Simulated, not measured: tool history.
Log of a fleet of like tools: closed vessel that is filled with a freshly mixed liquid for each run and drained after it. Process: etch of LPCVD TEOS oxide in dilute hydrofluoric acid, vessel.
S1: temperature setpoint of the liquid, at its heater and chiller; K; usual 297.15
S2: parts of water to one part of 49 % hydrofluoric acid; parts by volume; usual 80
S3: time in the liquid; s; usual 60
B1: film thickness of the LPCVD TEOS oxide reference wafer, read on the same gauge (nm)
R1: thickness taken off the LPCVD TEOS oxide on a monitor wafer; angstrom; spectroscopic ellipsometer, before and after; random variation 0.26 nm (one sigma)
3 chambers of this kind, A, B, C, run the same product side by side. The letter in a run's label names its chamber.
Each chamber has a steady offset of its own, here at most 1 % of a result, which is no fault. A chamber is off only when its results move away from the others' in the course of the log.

run 1C hour=13.8 | S1=297.15 S2=80 S3=60 | B1=39.997 | R1=296.52
run 2A hour=20.8 | S1=297.15 S2=80 S3=60 | B1=40.008 | R1=296.47
run 3B hour=32 | S1=297.15 S2=80 S3=60 | B1=40.063 | R1=292.69
run 4B hour=42.5 | S1=297.15 S2=80 S3=60 | B1=40.027 | R1=294.32
run 5A hour=48.5 | S1=297.15 S2=80 S3=60 | B1=39.969 | R1=300.76
run 6C hour=54.8 | S1=297.15 S2=80 S3=60 | B1=39.95 | R1=293.56
run 7C hour=62.7 | S1=297.15 S2=80 S3=60 | B1=39.995 | R1=298.47
run 8A hour=69.7 | S1=297.15 S2=80 S3=60 | B1=39.969 | R1=302.11
run 9B hour=82.2 | S1=297.15 S2=80 S3=60 | B1=39.974 | R1=294.43
run 10A hour=95.7 | S1=297.15 S2=80 S3=60 | B1=39.984 | R1=299.84
run 11C hour=105.5 | S1=297.15 S2=80 S3=60 | B1=39.991 | R1=294.87
run 12B hour=115.4 | S1=297.15 S2=80 S3=60 | B1=40.027 | R1=296.37
run 13A hour=129.1 | S1=297.15 S2=80 S3=60 | B1=40.035 | R1=309.18
run 14C hour=136.6 | S1=297.15 S2=80 S3=60 | B1=40.013 | R1=293.26
run 15B hour=150.1 | S1=297.15 S2=80 S3=60 | B1=40.033 | R1=292.15
run 16B hour=159 | S1=300.15 S2=105 S3=60 | B1=39.956 | R1=249.71
run 17C hour=172.2 | S1=300.15 S2=105 S3=60 | B1=39.996 | R1=243.92
run 18A hour=181.2 | S1=300.15 S2=105 S3=60 | B1=40.001 | R1=261.05
run 19B hour=188.4 | S1=293.15 S2=100 S3=60 | B1=39.989 | R1=196.72
run 20A hour=200.9 | S1=293.15 S2=100 S3=60 | B1=39.975 | R1=209.32
run 21C hour=211.5 | S1=293.15 S2=100 S3=60 | B1=39.98 | R1=195.72
run 22A hour=218.2 | S1=297.15 S2=80 S3=60 | B1=39.962 | R1=312.27
run 23B hour=228.2 | S1=297.15 S2=80 S3=60 | B1=40.015 | R1=292.35
run 24C hour=240.2 | S1=297.15 S2=80 S3=60 | B1=40 | R1=292.59
run 25B hour=251.5 | S1=297.15 S2=80 S3=60 | B1=40.035 | R1=296.5
run 26A hour=261.5 | S1=297.15 S2=80 S3=60 | B1=40.042 | R1=321.38
run 27C hour=270 | S1=297.15 S2=80 S3=60 | B1=39.993 | R1=295.89
run 28A hour=277.3 | S1=297.15 S2=80 S3=60 | B1=40.021 | R1=317.78
run 29B hour=286.4 | S1=300.65 S2=80 S3=70 | B1=39.952 | R1=399.73
run 30C hour=293.7 | S1=300.65 S2=80 S3=70 | B1=39.991 | R1=392.51
run 31C hour=300.9 | S1=300.65 S2=80 S3=70 | B1=40.004 | R1=390.1
run 32A hour=313.9 | S1=297.15 S2=80 S3=60 | B1=40.016 | R1=321.41
run 33B hour=322.5 | S1=297.15 S2=80 S3=60 | B1=39.965 | R1=294.88
run 34C hour=330 | S1=297.15 S2=80 S3=60 | B1=40.025 | R1=296.76

What goes on in this fleet: one chamber off, a drifting gauge, or nothing beyond the chambers' own small offsets? Name the chamber and the cause, if any.

Chamber A drifts away from the others.
Cause: liquid hotter than its thermometer reads (K) = 2.22.
The log may not tell that from: hydrofluoric acid flow above the setpoint (%).

Here are 4 candidates for chamber A's next run, each the usual settings with a change, their results left as question marks. Which one brings its results back in line with what the others give on the usual settings?
In line means no further than this from the other chambers' mean on the usual settings: R1 9.1 angstrom
run 35A-1 hour=339.9 | S1=297.65 S2=75 S3=60 | R1=?
run 35A-2 hour=339.9 | S1=297.15 S2=80 S3=55 | R1=?
run 35A-3 hour=339.9 | S1=296.15 S2=80 S3=60 | R1=?
run 35A-4 hour=339.9 | S1=298.15 S2=80 S3=60 | R1=?

The other chambers' mean on the usual settings: R1 296.7 angstrom
run=35A-1 R1=356.51
run=35A-2 R1=298.72
run=35A-3 R1=313.22
run=35A-4 R1=338.93
35A-2 brings the chamber back in line.

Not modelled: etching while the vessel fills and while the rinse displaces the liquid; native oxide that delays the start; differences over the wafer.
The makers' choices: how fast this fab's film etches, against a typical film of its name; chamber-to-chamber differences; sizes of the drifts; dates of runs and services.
